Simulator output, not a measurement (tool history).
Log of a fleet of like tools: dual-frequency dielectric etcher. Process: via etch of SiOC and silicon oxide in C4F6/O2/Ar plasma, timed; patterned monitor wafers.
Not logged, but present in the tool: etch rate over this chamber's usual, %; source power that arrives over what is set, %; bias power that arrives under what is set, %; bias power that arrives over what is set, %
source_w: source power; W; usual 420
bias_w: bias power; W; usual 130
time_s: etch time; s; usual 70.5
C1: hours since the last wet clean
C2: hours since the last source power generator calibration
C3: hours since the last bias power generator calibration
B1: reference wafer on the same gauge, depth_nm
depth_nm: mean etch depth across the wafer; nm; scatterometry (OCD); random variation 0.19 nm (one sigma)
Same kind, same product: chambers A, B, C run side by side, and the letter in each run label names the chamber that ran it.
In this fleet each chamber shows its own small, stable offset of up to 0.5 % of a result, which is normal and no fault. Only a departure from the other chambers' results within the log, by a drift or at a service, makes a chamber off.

{"run": "1A", "hour": 6.5, "source_w": 420, "bias_w": 130, "time_s": 70.5, "C1": 202.2, "C2": 2419.5, "C3": 1385.7, "B1": 81.673, "depth_nm": 73.208}
{"run": "2B", "hour": 14.5, "source_w": 420, "bias_w": 130, "time_s": 70.5, "C1": 64.6, "C2": 1965.1, "C3": 3571.4, "B1": 81.672, "depth_nm": 73.443}
{"run": "3C", "hour": 22.2, "source_w": 420, "bias_w": 130, "time_s": 70.5, "C1": 439.6, "C2": 3663.2, "C3": 491.8, "B1": 81.696, "depth_nm": 73.509}
{"run": "4B", "hour": 32.5, "source_w": 420, "bias_w": 130, "time_s": 70.5, "C1": 82.6, "C2": 1983.1, "C3": 3589.4, "B1": 81.731, "depth_nm": 73.333}
{"run": "5A", "hour": 42.7, "source_w": 420, "bias_w": 130, "time_s": 70.5, "C1": 238.4, "C2": 2455.7, "C3": 1421.9, "B1": 81.67, "depth_nm": 73.124}
{"run": "6C", "hour": 52.4, "source_w": 420, "bias_w": 130, "time_s": 70.5, "C1": 469.8, "C2": 3693.4, "C3": 522.0, "B1": 81.72, "depth_nm": 73.594}
{"run": "7C", "hour": 61.7, "source_w": 420, "bias_w": 130, "time_s": 70.5, "C1": 479.1, "C2": 3702.7, "C3": 531.3, "B1": 81.714, "depth_nm": 73.832}
{"run": "8B", "hour": 70.6, "source_w": 420, "bias_w": 130, "time_s": 70.5, "C1": 120.7, "C2": 2021.2, "C3": 3627.5, "B1": 81.688, "depth_nm": 73.368}
{"hour": 75.6, "done": "chamber C: wet clean of the chamber"}
{"run": "9A", "hour": 76.5, "source_w": 420, "bias_w": 130, "time_s": 70.5, "C1": 272.2, "C2": 2489.5, "C3": 1455.7, "B1": 81.693, "depth_nm": 73.518}
{"run": "10B", "hour": 88.8, "source_w": 420, "bias_w": 130, "time_s": 70.5, "C1": 138.9, "C2": 2039.4, "C3": 3645.7, "B1": 81.781, "depth_nm": 73.432}
{"run": "11C", "hour": 100.7, "source_w": 420, "bias_w": 130, "time_s": 70.5, "C1": 25.1, "C2": 3741.7, "C3": 570.3, "B1": 81.664, "depth_nm": 73.321}
{"run": "12A", "hour": 111.9, "source_w": 420, "bias_w": 130, "time_s": 70.5, "C1": 307.6, "C2": 2524.9, "C3": 1491.1, "B1": 81.684, "depth_nm": 73.381}
{"run": "13B", "hour": 124.5, "source_w": 420, "bias_w": 130, "time_s": 70.5, "C1": 174.6, "C2": 2075.1, "C3": 3681.4, "B1": 81.686, "depth_nm": 73.262}
{"run": "14C", "hour": 134.4, "source_w": 420, "bias_w": 130, "time_s": 70.5, "C1": 58.8, "C2": 3775.4, "C3": 604.0, "B1": 81.748, "depth_nm": 73.615}
{"run": "15A", "hour": 146.4, "source_w": 490, "bias_w": 130, "time_s": 70.5, "C1": 342.1, "C2": 2559.4, "C3": 1525.6, "B1": 81.686, "depth_nm": 78.345}
{"run": "16B", "hour": 155.8, "source_w": 490, "bias_w": 130, "time_s": 70.5, "C1": 205.9, "C2": 2106.4, "C3": 3712.7, "B1": 81.719, "depth_nm": 77.813}
{"run": "17A", "hour": 164.5, "source_w": 490, "bias_w": 130, "time_s": 70.5, "C1": 360.2, "C2": 2577.5, "C3": 1543.7, "B1": 81.681, "depth_nm": 78.08}
{"run": "18C", "hour": 172.4, "source_w": 420, "bias_w": 130, "time_s": 70.5, "C1": 96.8, "C2": 3813.4, "C3": 642.0, "B1": 81.679, "depth_nm": 73.229}
{"run": "19A", "hour": 184.9, "source_w": 420, "bias_w": 130, "time_s": 70.5, "C1": 380.6, "C2": 2597.9, "C3": 1564.1, "B1": 81.681, "depth_nm": 73.661}
{"run": "20C", "hour": 192.0, "source_w": 420, "bias_w": 130, "time_s": 70.5, "C1": 116.4, "C2": 3833.0, "C3": 661.6, "B1": 81.696, "depth_nm": 73.496}
{"run": "21B", "hour": 203.7, "source_w": 420, "bias_w": 130, "time_s": 70.5, "C1": 253.8, "C2": 2154.3, "C3": 3760.6, "B1": 81.738, "depth_nm": 73.556}
{"run": "22B", "hour": 215.3, "source_w": 510, "bias_w": 130, "time_s": 70.5, "C1": 265.4, "C2": 2165.9, "C3": 3772.2, "B1": 81.752, "depth_nm": 79.226}
{"run": "23A", "hour": 226.1, "source_w": 510, "bias_w": 130, "time_s": 70.5, "C1": 421.8, "C2": 2639.1, "C3": 1605.3, "B1": 81.712, "depth_nm": 80.128}
{"run": "24C", "hour": 238.6, "source_w": 510, "bias_w": 130, "time_s": 70.5, "C1": 163.0, "C2": 3879.6, "C3": 708.2, "B1": 81.697, "depth_nm": 79.292}
{"run": "25C", "hour": 250.5, "source_w": 420, "bias_w": 130, "time_s": 70.5, "C1": 174.9, "C2": 3891.5, "C3": 720.1, "B1": 81.73, "depth_nm": 73.497}
{"run": "26A", "hour": 260.5, "source_w": 420, "bias_w": 130, "time_s": 70.5, "C1": 456.2, "C2": 2673.5, "C3": 1639.7, "B1": 81.732, "depth_nm": 74.169}
{"run": "27B", "hour": 266.1, "source_w": 420, "bias_w": 130, "time_s": 70.5, "C1": 316.2, "C2": 2216.7, "C3": 3823.0, "B1": 81.719, "depth_nm": 73.261}
{"run": "28C", "hour": 277.2, "source_w": 420, "bias_w": 130, "time_s": 70.5, "C1": 201.6, "C2": 3918.2, "C3": 746.8, "B1": 81.659, "depth_nm": 73.32}
{"hour": 288.1, "done": "chamber B: wet clean of the chamber"}
{"run": "29A", "hour": 288.6, "source_w": 420, "bias_w": 130, "time_s": 70.5, "C1": 484.3, "C2": 2701.6, "C3": 1667.8, "B1": 81.677, "depth_nm": 74.537}
{"run": "30B", "hour": 295.6, "source_w": 420, "bias_w": 130, "time_s": 70.5, "C1": 7.5, "C2": 2246.2, "C3": 3852.5, "B1": 81.679, "depth_nm": 73.478}
{"run": "31B", "hour": 304.7, "source_w": 420, "bias_w": 130, "time_s": 70.5, "C1": 16.6, "C2": 2255.3, "C3": 3861.6, "B1": 81.643, "depth_nm": 73.302}

Which is it: a chamber that has drifted or been left off by a service, a gauge drift common to all chambers, or only each chamber's usual small offset? If a chamber is off, name it and its likeliest cause.

One chamber, A, drifts off from the rest bit by bit.
Likeliest cause: etch rate over this chamber's usual, % = 2.12.
Not necessarily distinguishable in this log from: source power that arrives over what is set, %.

Below are 4 candidate recipes for chamber A's next run, each the usual settings with a change, their results shown as question marks. Which of them brings A's results back in line with what the other chambers give on the usual settings?
In line means no further than this from the other chambers' mean on the usual settings: depth_nm 0.650 nm
{"run": "32A-1", "hour": 313.7, "source_w": 420, "bias_w": 121, "time_s": 70.5, "depth_nm": "?"}
{"run": "32A-2", "hour": 313.7, "source_w": 420, "bias_w": 131, "time_s": 72.0, "depth_nm": "?"}
{"run": "32A-3", "hour": 313.7, "source_w": 420, "bias_w": 130, "time_s": 68.0, "depth_nm": "?"}
{"run": "32A-4", "hour": 313.7, "source_w": 460, "bias_w": 130, "time_s": 70.5, "depth_nm": "?"}

The mean the other chambers reach with the usual settings: depth_nm 73.372 nm
run=32A-1 depth_nm=73.265
run=32A-2 depth_nm=76.625
run=32A-3 depth_nm=72.201
run=32A-4 depth_nm=77.597
The answer is 32A-1, which returns the chamber to within the allowed miss of the others.

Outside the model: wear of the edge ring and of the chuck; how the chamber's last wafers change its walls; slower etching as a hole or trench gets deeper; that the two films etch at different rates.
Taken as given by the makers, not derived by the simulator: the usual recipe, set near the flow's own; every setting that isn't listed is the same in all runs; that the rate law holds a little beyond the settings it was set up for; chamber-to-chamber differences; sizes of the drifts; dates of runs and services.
